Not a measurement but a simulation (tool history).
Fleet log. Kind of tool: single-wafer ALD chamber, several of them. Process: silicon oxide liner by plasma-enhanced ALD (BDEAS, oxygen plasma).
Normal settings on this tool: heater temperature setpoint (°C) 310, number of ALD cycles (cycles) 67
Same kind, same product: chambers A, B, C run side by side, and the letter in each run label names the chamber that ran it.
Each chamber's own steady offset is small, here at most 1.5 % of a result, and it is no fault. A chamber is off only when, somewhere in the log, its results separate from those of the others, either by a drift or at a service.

run   hour  heater temperature setpoint (°C)  number of ALD cycles (cycles)  hours since the last thermocouple change  read-back reference wafer on the same gauge, thickness_nm  mean film thickness on the monitor wafer (Å)
 1A    5.5                               310                             67                                     519.3                                                      6.388                                         62.08
 2B   11.8                               310                             67                                      1541                                                     6.3885                                        61.613
 3C   21.1                               310                             67                                     276.6                                                     6.3862                                        61.491
 4A   28.8                               310                             67                                     542.6                                                     6.3885                                        61.973
 5C   35.4                               310                             67                                     290.9                                                     6.3844                                        61.361
 6B   44.9                               310                             67                                    1574.1                                                     6.3819                                        61.522
 7A   53.9                               301                             67                                     567.7                                                     6.3808                                        62.724
 8B   63.8                               301                             67                                      1593                                                     6.3795                                        62.243
 9C   74.8                               301                             67                                     330.3                                                     6.3752                                        62.309
10B     80                               310                             67                                    1609.2                                                     6.3752                                        61.409
11A   85.1                               310                             67                                     598.9                                                      6.372                                         62.19
12C   92.5                               310                             67                                       348                                                     6.3686                                        61.525
13C  103.5                               310                             67                                       359                                                     6.3703                                        61.444
14A  110.6                               310                             67                                     624.4                                                      6.368                                        62.102
15B  118.3                               300                             79                                    1647.5                                                     6.3664                                        73.572
16B    126                               300                             79                                    1655.2                                                     6.3628                                        73.412
17C  136.7                               300                             79                                     392.2                                                     6.3639                                        73.513
18A  147.5                               310                             67                                     661.3                                                     6.3631                                        61.812
19A  153.4                               310                             67                                     667.2                                                     6.3607                                        61.818
20C  164.3                               310                             67                                     419.8                                                     6.3577                                         61.34
21B  170.4                               310                             67                                    1699.6                                                     6.3548                                        61.159
22A  176.8                               310                             67                                     690.6                                                     6.3539                                        61.781
23C  187.5                               310                             67                                       443                                                     6.3534                                        61.138
24B  195.9                               310                             67                                    1725.1                                                     6.3514                                        61.294
25A  201.5                               310                             67                                     715.3                                                     6.3511                                        61.784

All 3 chambers run these settings next. Forecast each chamber's results:
26A  209.4                               310                             67                                                                                                                                                  ?
26B  209.4                               310                             67                                                                                                                                                  ?
26C  209.4                               310                             67                                                                                                                                                  ?

run  mean film thickness on the monitor wafer (Å)
26A                                        61.795
26B                                        61.189
26C                                        61.364
